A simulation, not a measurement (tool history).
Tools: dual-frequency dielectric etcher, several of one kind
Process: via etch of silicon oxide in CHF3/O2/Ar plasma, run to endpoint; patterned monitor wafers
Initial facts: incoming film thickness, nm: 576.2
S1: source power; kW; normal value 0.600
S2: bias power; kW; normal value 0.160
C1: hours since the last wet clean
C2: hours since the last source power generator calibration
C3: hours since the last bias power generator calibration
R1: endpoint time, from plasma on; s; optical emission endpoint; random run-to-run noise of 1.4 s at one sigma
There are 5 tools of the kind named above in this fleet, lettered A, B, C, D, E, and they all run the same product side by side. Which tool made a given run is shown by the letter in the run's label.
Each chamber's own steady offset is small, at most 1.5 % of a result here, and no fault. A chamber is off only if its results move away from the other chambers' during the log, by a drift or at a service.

run   hour     S1     S2     C1      C2      C3      R1
 1A   13.1  0.600  0.160  417.1   390.9   521.4  301.37
 2E   24.6  0.600  0.160   68.5  1222.6  2457.6  304.77
      30.2  -- chamber B: wet clean of the chamber
      30.4  -- chamber D: wet clean of the chamber
 3B   34.9  0.600  0.160    4.8   493.8  1303.8  308.53
 4D   43.0  0.600  0.160   12.7  2310.4    98.6  301.47
 5C   51.7  0.600  0.160  115.0  1790.2   795.9  301.50
      54.8  -- chamber A: wet clean of the chamber
 6A   58.8  0.600  0.160    4.1   436.6   567.1  298.64
      64.2  -- chamber E: bias power generator calibrated
 7E   71.3  0.600  0.160  115.2  1269.3     7.2  303.96
 8C   80.2  0.600  0.160  143.5  1818.7   824.4  302.72
 9B   93.2  0.600  0.160   63.1   552.1  1362.1  307.48
10D  103.6  0.600  0.160   73.3  2371.0   159.2  300.34
11B  114.3  0.600  0.160   84.2   573.2  1383.2  307.49
12D  126.1  0.600  0.160   95.8  2393.5   181.7  302.52
13C  134.6  0.600  0.160  197.9  1873.1   878.8  304.84
14A  143.4  0.600  0.160   88.7   521.2   651.7  300.50
15E  149.5  0.600  0.160  193.4  1347.5    85.4  304.75
     161.5  -- chamber D: source power generator calibrated
16A  163.0  0.600  0.160  108.3   540.8   671.3  300.62
17B  171.9  0.600  0.160  141.8   630.8  1440.8  305.52
18C  185.3  0.600  0.160  248.6  1923.8   929.5  304.26
19E  195.7  0.600  0.160  239.6  1393.7   131.6  304.20
20D  203.3  0.480  0.160  173.0    41.9   258.9  327.30
21D  209.9  0.480  0.160  179.6    48.5   265.5  326.95
22B  223.2  0.480  0.160  193.1   682.1  1492.1  330.54
23E  236.0  0.480  0.160  279.9  1434.0   171.9  332.96
24C  249.1  0.480  0.160  312.4  1987.6   993.3  331.79
25A  258.8  0.600  0.160  204.1   636.6   767.1  299.66
26E  272.5  0.600  0.160  316.4  1470.5   208.4  304.68
27A  283.3  0.600  0.160  228.6   661.1   791.6  301.31
28B  295.8  0.600  0.160  265.7   754.7  1564.7  305.72
29C  308.1  0.600  0.128  371.4  2046.6  1052.3  325.97
30D  316.0  0.600  0.128  285.7   154.6   371.6  323.40
31A  328.6  0.600  0.128  273.9   706.4   836.9  325.00
32B  337.4  0.600  0.128  307.3   796.3  1606.3  329.18
33C  349.1  0.600  0.128  412.4  2087.6  1093.3  327.83
34E  357.8  0.740  0.142  401.7  1555.8   293.7  289.59
35D  368.7  0.740  0.142  338.4   207.3   424.3  292.27
     369.1  -- chamber E: source power generator calibrated
36A  376.1  0.740  0.142  321.4   753.9   884.4  288.68
37E  384.6  0.740  0.142  428.5    15.5   320.5  292.72
38C  397.1  0.740  0.142  460.4  2135.6  1141.3  291.17
39B  408.1  0.480  0.160  378.0   867.0  1677.0  335.23

All chambers now run identical settings, listed one chamber a line with results as question marks. What results will each chamber show?
40A  418.1  0.750  0.160               ?
40B  418.1  0.750  0.160               ?
40C  418.1  0.750  0.160               ?
40D  418.1  0.750  0.160               ?
40E  418.1  0.750  0.160               ?

run      R1
40A  275.29
40B  281.17
40C  279.09
40D  278.76
40E  278.40

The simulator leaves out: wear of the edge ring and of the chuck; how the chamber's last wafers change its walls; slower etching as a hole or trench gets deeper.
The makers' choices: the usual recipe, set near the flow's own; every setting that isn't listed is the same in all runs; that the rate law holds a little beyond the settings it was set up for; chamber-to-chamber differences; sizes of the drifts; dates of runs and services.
